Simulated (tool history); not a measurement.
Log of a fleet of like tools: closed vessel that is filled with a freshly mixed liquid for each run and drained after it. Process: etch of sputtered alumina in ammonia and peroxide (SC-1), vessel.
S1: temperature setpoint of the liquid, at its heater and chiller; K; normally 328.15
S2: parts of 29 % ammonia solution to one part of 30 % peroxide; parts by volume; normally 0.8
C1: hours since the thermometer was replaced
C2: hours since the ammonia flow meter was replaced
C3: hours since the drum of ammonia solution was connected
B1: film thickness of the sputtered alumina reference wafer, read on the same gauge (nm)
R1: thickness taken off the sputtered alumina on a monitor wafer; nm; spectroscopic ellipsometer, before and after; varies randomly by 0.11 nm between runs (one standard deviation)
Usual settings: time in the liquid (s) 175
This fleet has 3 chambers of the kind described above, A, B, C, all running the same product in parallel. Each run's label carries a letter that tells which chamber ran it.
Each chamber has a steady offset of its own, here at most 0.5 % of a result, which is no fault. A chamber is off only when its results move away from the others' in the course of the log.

run 1A hour=5.8 | S1=328.15 S2=0.8 time_in_the_liquid_(s)=175 | C1=1327.1 C2=193.2 C3=625.7 | B1=130.02 | R1=15.179
-- hour=11.1 chamber C: new drum of ammonia solution connected
run 2C hour=14.9 | S1=328.15 S2=0.8 time_in_the_liquid_(s)=175 | C1=318.2 C2=822.2 C3=3.9 | B1=129.98 | R1=14.934
-- hour=20 chamber A: thermometer replaced
run 3B hour=26.7 | S1=328.15 S2=0.8 time_in_the_liquid_(s)=175 | C1=964.1 C2=1657 C3=690.3 | B1=130.03 | R1=15.015
run 4B hour=34.9 | S1=328.15 S2=0.8 time_in_the_liquid_(s)=175 | C1=972.3 C2=1665.2 C3=698.5 | B1=130.02 | R1=14.861
run 5A hour=45.3 | S1=328.15 S2=0.8 time_in_the_liquid_(s)=175 | C1=25.3 C2=232.7 C3=665.2 | B1=129.97 | R1=15.039
run 6C hour=52.1 | S1=328.15 S2=0.8 time_in_the_liquid_(s)=260 | C1=355.4 C2=859.4 C3=41.1 | B1=129.98 | R1=22.159
run 7A hour=58.5 | S1=328.15 S2=0.8 time_in_the_liquid_(s)=260 | C1=38.5 C2=245.9 C3=678.4 | B1=129.98 | R1=22.079
run 8B hour=67 | S1=328.15 S2=0.8 time_in_the_liquid_(s)=260 | C1=1004.4 C2=1697.3 C3=730.6 | B1=130.01 | R1=22.497
run 9C hour=76.7 | S1=328.15 S2=0.8 time_in_the_liquid_(s)=175 | C1=380 C2=884 C3=65.7 | B1=130.02 | R1=14.944
run 10B hour=83.5 | S1=328.15 S2=0.8 time_in_the_liquid_(s)=175 | C1=1020.9 C2=1713.8 C3=747.1 | B1=130 | R1=14.95
run 11C hour=89.6 | S1=324.15 S2=0.8 time_in_the_liquid_(s)=115 | C1=392.9 C2=896.9 C3=78.6 | B1=130.02 | R1=7.8834
run 12A hour=98.7 | S1=324.15 S2=0.8 time_in_the_liquid_(s)=115 | C1=78.7 C2=286.1 C3=718.6 | B1=130 | R1=7.9427
run 13A hour=109.6 | S1=324.15 S2=0.8 time_in_the_liquid_(s)=115 | C1=89.6 C2=297 C3=729.5 | B1=129.97 | R1=7.8933
run 14C hour=117.5 | S1=328.15 S2=0.8 time_in_the_liquid_(s)=175 | C1=420.8 C2=924.8 C3=106.5 | B1=130 | R1=15.023
run 15B hour=128.5 | S1=328.15 S2=0.8 time_in_the_liquid_(s)=175 | C1=1065.9 C2=1758.8 C3=792.1 | B1=130.02 | R1=15.29
run 16B hour=135.6 | S1=328.15 S2=0.8 time_in_the_liquid_(s)=175 | C1=1073 C2=1765.9 C3=799.2 | B1=130.01 | R1=15.218
run 17C hour=147.4 | S1=328.15 S2=0.5 time_in_the_liquid_(s)=175 | C1=450.7 C2=954.7 C3=136.4 | B1=130 | R1=14.31
run 18A hour=154 | S1=328.15 S2=0.5 time_in_the_liquid_(s)=175 | C1=134 C2=341.4 C3=773.9 | B1=129.99 | R1=14.483
run 19C hour=161.5 | S1=328.15 S2=0.5 time_in_the_liquid_(s)=175 | C1=464.8 C2=968.8 C3=150.5 | B1=130.03 | R1=14.252
run 20B hour=171.2 | S1=328.15 S2=0.8 time_in_the_liquid_(s)=175 | C1=1108.6 C2=1801.5 C3=834.8 | B1=129.95 | R1=15.608
-- hour=180.4 chamber B: new drum of ammonia solution connected
run 21A hour=184.2 | S1=328.15 S2=0.8 time_in_the_liquid_(s)=175 | C1=164.2 C2=371.6 C3=804.1 | B1=130.01 | R1=14.92
run 22B hour=190.1 | S1=328.15 S2=0.8 time_in_the_liquid_(s)=175 | C1=1127.5 C2=1820.4 C3=9.7 | B1=129.98 | R1=15.574
-- hour=193.5 chamber C: thermometer replaced
run 23A hour=198.9 | S1=328.15 S2=0.8 time_in_the_liquid_(s)=175 | C1=178.9 C2=386.3 C3=818.8 | B1=129.96 | R1=14.94
run 24C hour=210.5 | S1=328.15 S2=0.8 time_in_the_liquid_(s)=175 | C1=17 C2=1017.8 C3=199.5 | B1=130.04 | R1=14.936
run 25B hour=217.6 | S1=323.15 S2=0.95 time_in_the_liquid_(s)=175 | C1=1155 C2=1847.9 C3=37.2 | B1=129.99 | R1=12.168
run 26A hour=226.5 | S1=323.15 S2=0.95 time_in_the_liquid_(s)=175 | C1=206.5 C2=413.9 C3=846.4 | B1=129.98 | R1=11.657
run 27C hour=235.9 | S1=323.15 S2=0.95 time_in_the_liquid_(s)=175 | C1=42.4 C2=1043.2 C3=224.9 | B1=130 | R1=11.732
run 28C hour=243.6 | S1=328.15 S2=0.8 time_in_the_liquid_(s)=175 | C1=50.1 C2=1050.9 C3=232.6 | B1=130 | R1=14.964
run 29A hour=253.7 | S1=328.15 S2=0.65 time_in_the_liquid_(s)=115 | C1=233.7 C2=441.1 C3=873.6 | B1=129.96 | R1=9.6127
run 30B hour=264.7 | S1=328.15 S2=0.65 time_in_the_liquid_(s)=115 | C1=1202.1 C2=1895 C3=84.3 | B1=129.99 | R1=10.18
run 31A hour=274.7 | S1=328.15 S2=0.65 time_in_the_liquid_(s)=115 | C1=254.7 C2=462.1 C3=894.6 | B1=129.98 | R1=9.6522
run 32B hour=286.6 | S1=328.15 S2=0.8 time_in_the_liquid_(s)=175 | C1=1224 C2=1916.9 C3=106.2 | B1=130.01 | R1=16.04
run 33C hour=296.1 | S1=328.15 S2=0.8 time_in_the_liquid_(s)=175 | C1=102.6 C2=1103.4 C3=285.1 | B1=129.97 | R1=15.127
-- hour=302 chamber A: ammonia flow meter replaced
run 34B hour=308.3 | S1=328.15 S2=0.8 time_in_the_liquid_(s)=175 | C1=1245.7 C2=1938.6 C3=127.9 | B1=130.02 | R1=15.985
run 35A hour=316.6 | S1=328.15 S2=0.8 time_in_the_liquid_(s)=175 | C1=296.6 C2=14.6 C3=936.5 | B1=130.03 | R1=14.869
run 36C hour=323.9 | S1=328.15 S2=0.8 time_in_the_liquid_(s)=175 | C1=130.4 C2=1131.2 C3=312.9 | B1=130 | R1=15.067
run 37C hour=330.4 | S1=328.15 S2=0.8 time_in_the_liquid_(s)=175 | C1=136.9 C2=1137.7 C3=319.4 | B1=130.04 | R1=14.999
run 38A hour=340.7 | S1=328.15 S2=0.8 time_in_the_liquid_(s)=220 | C1=320.7 C2=38.7 C3=960.6 | B1=130.02 | R1=18.94
-- hour=346.5 chamber A: new drum of ammonia solution connected
run 39B hour=349.6 | S1=328.15 S2=0.8 time_in_the_liquid_(s)=220 | C1=1287 C2=1979.9 C3=169.2 | B1=129.99 | R1=20.392
run 40B hour=362 | S1=328.15 S2=0.8 time_in_the_liquid_(s)=220 | C1=1299.4 C2=1992.3 C3=181.6 | B1=129.99 | R1=20.373
run 41C hour=370.4 | S1=328.15 S2=0.8 time_in_the_liquid_(s)=175 | C1=176.9 C2=1177.7 C3=359.4 | B1=129.95 | R1=14.892
run 42A hour=382 | S1=328.15 S2=0.8 time_in_the_liquid_(s)=175 | C1=362 C2=80 C3=35.6 | B1=130.02 | R1=14.881

All chambers now run identical settings, listed one chamber a line with results as question marks. What results will each chamber show?
run 43A hour=391.4 | S1=328.15 S2=0.8 time_in_the_liquid_(s)=175 | R1=?
run 43B hour=391.4 | S1=328.15 S2=0.8 time_in_the_liquid_(s)=175 | R1=?
run 43C hour=391.4 | S1=328.15 S2=0.8 time_in_the_liquid_(s)=175 | R1=?

run=43A R1=15.004
run=43B R1=16.561
run=43C R1=15.028
